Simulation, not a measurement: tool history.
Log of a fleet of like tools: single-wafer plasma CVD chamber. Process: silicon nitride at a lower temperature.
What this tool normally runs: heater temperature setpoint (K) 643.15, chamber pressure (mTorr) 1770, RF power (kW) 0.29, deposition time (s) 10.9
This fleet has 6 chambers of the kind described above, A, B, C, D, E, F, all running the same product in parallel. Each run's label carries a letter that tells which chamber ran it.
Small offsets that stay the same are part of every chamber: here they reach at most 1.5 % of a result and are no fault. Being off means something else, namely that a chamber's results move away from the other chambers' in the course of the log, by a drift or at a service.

run	hour	heater temperature setpoint (K)	chamber pressure (mTorr)	RF power (kW)	deposition time (s)	hours since the last thermocouple change	hours since the last RF generator calibration	hours since the last manometer calibration	read-back reference wafer on the same gauge, thickness_nm	mean film thickness on the monitor wafer (angstrom)
1B	9.7	643.15	1770	0.29	10.9	908.6	260.1	1028.7	13.404	127.85
2E	21.1	643.15	1770	0.29	10.9	1574.7	915	1341.5	13.409	128.88
3D	31.7	643.15	1770	0.29	10.9	617	2508.2	1588.7	13.403	127.93
# hour 34.8: chamber E: capacitance manometer re-zeroed and calibrated
4A	38.6	643.15	1770	0.29	10.9	275	1248.1	769.5	13.41	126.63
5C	47.2	643.15	1770	0.34	10.9	3108.5	998.3	1055.4	13.41	142.45
6F	59.9	643.15	1770	0.34	10.9	934.8	1792.2	965.5	13.417	141.39
7B	66.1	643.15	1770	0.34	10.9	965	316.5	1085.1	13.414	142.19
8C	75	643.15	1770	0.34	10.9	3136.3	1026.1	1083.2	13.418	142.28
9D	82.1	643.15	1770	0.34	10.9	667.4	2558.6	1639.1	13.415	142.11
10E	94.5	643.15	1770	0.34	10.9	1648.1	988.4	59.8	13.416	143.47
11A	106	643.15	1770	0.29	10.9	342.4	1315.5	836.9	13.426	126.25
12F	114.4	643.15	1770	0.29	10.9	989.3	1846.7	1020	13.422	127.69
13B	123.7	643.15	1770	0.29	10.9	1022.6	374.1	1142.7	13.43	127.66
# hour 130.9: chamber D: RF generator calibrated
14C	135.1	643.15	1770	0.29	10.9	3196.4	1086.2	1143.3	13.426	128.89
15F	148.5	643.15	1580	0.29	10.9	1023.4	1880.8	1054.1	13.432	123.72
16A	155.1	643.15	1580	0.29	10.9	391.5	1364.6	886	13.432	122.69
17D	161.7	643.15	1580	0.29	10.9	747	30.9	1718.7	13.436	124.41
18E	169.2	643.15	1580	0.29	10.9	1722.8	1063.1	134.5	13.431	125.19
19D	181.3	643.15	1580	0.29	10.9	766.6	50.5	1738.3	13.438	124.71
20B	187.5	643.15	1580	0.29	10.9	1086.4	437.9	1206.5	13.442	124.1
# hour 192.1: chamber C: thermocouple changed; heater temperature recalibrated
21C	194.1	643.15	1770	0.29	10.9	2	1145.2	1202.3	13.444	128.75
22F	205.3	643.15	1770	0.29	10.9	1080.2	1937.6	1110.9	13.443	127.66
23E	214.2	643.15	1770	0.29	10.9	1767.8	1108.1	179.5	13.445	129.58
# hour 220.4: chamber A: RF generator calibrated
24A	221.9	643.15	1770	0.29	10.9	458.3	1.6	952.8	13.449	126.68
25C	231.4	643.15	1770	0.29	10.9	39.3	1182.5	1239.6	13.443	128.9
26F	241	643.15	1770	0.29	10.9	1115.9	1973.3	1146.6	13.449	127.56
27A	251.2	643.15	1770	0.29	10.9	487.6	30.9	982.1	13.45	126.6
# hour 256.9: chamber C: RF generator calibrated
28D	258.9	643.15	1770	0.29	11.6	844.2	128.1	1815.9	13.457	136.63
29B	267.6	643.15	1770	0.29	11.6	1166.5	518	1286.6	13.463	136.82
30E	274	643.15	1770	0.29	11.6	1827.6	1167.9	239.3	13.458	137.84
# hour 282.2: chamber E: RF generator calibrated
31F	283.7	643.15	1770	0.29	11.6	1158.6	2016	1189.3	13.458	135.63
32A	295.4	643.15	1770	0.29	11.6	531.8	75.1	1026.3	13.466	134.93
33B	301.8	643.15	1770	0.29	11.6	1200.7	552.2	1320.8	13.464	136.77
34D	312.8	643.15	1770	0.29	10.9	898.1	182	1869.8	13.467	128.72
35C	321.9	643.15	1770	0.29	10.9	129.8	65	1330.1	13.472	128.92
36E	332	643.15	1770	0.29	10.9	1885.6	49.8	297.3	13.473	129.52
37E	341.6	643.15	1770	0.29	10.9	1895.2	59.4	306.9	13.478	129.7

All 6 chambers run these settings next. Forecast each chamber's results:
38A	351.1	643.15	1770	0.29	10.9					?
38B	351.1	643.15	1770	0.29	10.9					?
38C	351.1	643.15	1770	0.29	10.9					?
38D	351.1	643.15	1770	0.29	10.9					?
38E	351.1	643.15	1770	0.29	10.9					?
38F	351.1	643.15	1770	0.29	10.9					?

run	mean film thickness on the monitor wafer (angstrom)
38A	126.84
38B	128.63
38C	129.16
38D	128.8
38E	129.62
38F	128.19
